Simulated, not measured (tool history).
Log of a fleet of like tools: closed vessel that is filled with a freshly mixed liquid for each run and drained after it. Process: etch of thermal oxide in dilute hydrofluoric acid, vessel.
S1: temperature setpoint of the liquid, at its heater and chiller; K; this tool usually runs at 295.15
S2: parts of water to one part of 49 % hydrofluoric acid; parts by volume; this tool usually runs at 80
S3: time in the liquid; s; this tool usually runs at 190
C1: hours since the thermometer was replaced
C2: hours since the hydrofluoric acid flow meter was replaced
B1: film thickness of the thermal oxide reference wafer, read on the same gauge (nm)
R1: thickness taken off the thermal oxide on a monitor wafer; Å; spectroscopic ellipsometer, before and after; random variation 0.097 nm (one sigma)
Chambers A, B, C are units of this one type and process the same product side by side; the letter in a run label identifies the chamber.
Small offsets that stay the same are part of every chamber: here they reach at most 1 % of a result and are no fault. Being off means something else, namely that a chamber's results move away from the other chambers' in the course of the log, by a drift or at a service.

run,hour,S1,S2,S3,C1,C2,B1,R1
1A,4.6,295.15,80,190,519.8,423.1,140,107.94
2C,10.1,295.15,80,190,1584.6,232.5,140,105.64
3B,14.8,295.15,80,190,2463.8,664.6,140,107.69
4A,21.6,295.15,80,190,536.8,440.1,139.95,107.52
5C,29.6,295.15,80,190,1604.1,252,139.96,103.59
6B,34.8,295.15,80,190,2483.8,684.6,139.98,107.9
7B,42.5,295.15,80,190,2491.5,692.3,140,106.63
8C,47.5,295.15,80,190,1622,269.9,140.03,104.03
9A,56.4,295.15,80,190,571.6,474.9,140,107.1
# hour 60.9: chamber A: thermometer replaced
10B,65.2,295.15,80,190,2514.2,715,139.99,107.82
11A,69.5,295.15,80,190,8.7,488,140.02,105.52
12C,76.6,295.15,65,190,1651.1,299,139.95,131.32
13A,84.1,295.15,65,190,23.3,502.6,140,135.04
# hour 89.9: chamber C: thermometer replaced
14B,92.3,295.15,65,190,2541.3,742.1,139.99,132.58
15C,100.3,295.15,80,190,10.4,322.7,140.02,105.71
16C,107.9,295.15,80,190,18,330.3,139.99,106.37
17B,114.6,295.15,80,115,2563.6,764.4,140,62.669
# hour 117.2: chamber B: thermometer replaced
18A,120.9,295.15,80,115,60.1,539.4,139.97,65.036
19A,128.8,295.15,80,115,68,547.3,139.95,63.973
20C,135.6,295.15,80,155,45.7,358,139.95,86.848
21B,142.7,295.15,80,155,25.6,792.5,140.01,84.883
22B,151.1,295.15,80,155,34,800.9,139.98,83.819
23C,155.1,295.15,80,190,65.2,377.5,139.99,106.48
24A,159.7,295.15,80,190,98.9,578.2,140,107.99
25C,166.5,295.15,80,190,76.6,388.9,140.01,106.98
26A,173.1,292.65,80,295,112.3,591.6,140.01,151.28
27B,178.9,292.65,80,295,61.8,828.7,140.04,143.19
# hour 180.8: chamber A: hydrofluoric acid flow meter replaced
28C,182.9,292.65,80,295,93,405.3,140,146.23
29B,191.1,300.15,100,190,74,840.9,139.99,96.08
30A,195,300.15,100,190,134.2,14.3,140,101.42
31B,201.4,300.15,100,190,84.3,851.2,139.99,95.166
32A,206.2,295.15,80,190,145.4,25.5,139.99,107.6
33C,212.4,295.15,80,190,122.5,434.8,140.03,105.22
34A,220.4,295.15,80,190,159.6,39.7,140,109.63
35B,227.8,295.15,80,190,110.7,877.6,139.98,97.134
36C,232.9,295.15,80,190,143,455.3,140.06,105.09
37B,241.3,295.15,80,190,124.2,891.1,140.01,98.935

Read the log: is a single chamber off, either drifting away or since a service, is the gauge that measures every chamber drifting, or is nothing wrong beyond small per-chamber offsets? Name any odd chamber and what most likely caused it.

Chamber B drifts away from the others.
What lies behind it: hydrofluoric acid flow below the setpoint (%) = 7.8.

Here are 4 candidates for chamber B's next run, each the usual settings with a change, their results left as question marks. Which one brings its results back in line with what the others give on the usual settings?
A result is in line if it is within this distance of the other chambers' mean on the usual settings: R1 3.4 Å
38B-1,247.8,295.15,80,175,,,,?
38B-2,247.8,294.65,80,190,,,,?
38B-3,247.8,295.15,80,195,,,,?
38B-4,247.8,295.15,80,205,,,,?

Mean of the other chambers on the usual settings: R1 106.58 Å
run,R1
38B-1,90.467
38B-2,96.199
38B-3,100.81
38B-4,105.98
38B-4 is the one that brings the chamber's results back in line with the other chambers.
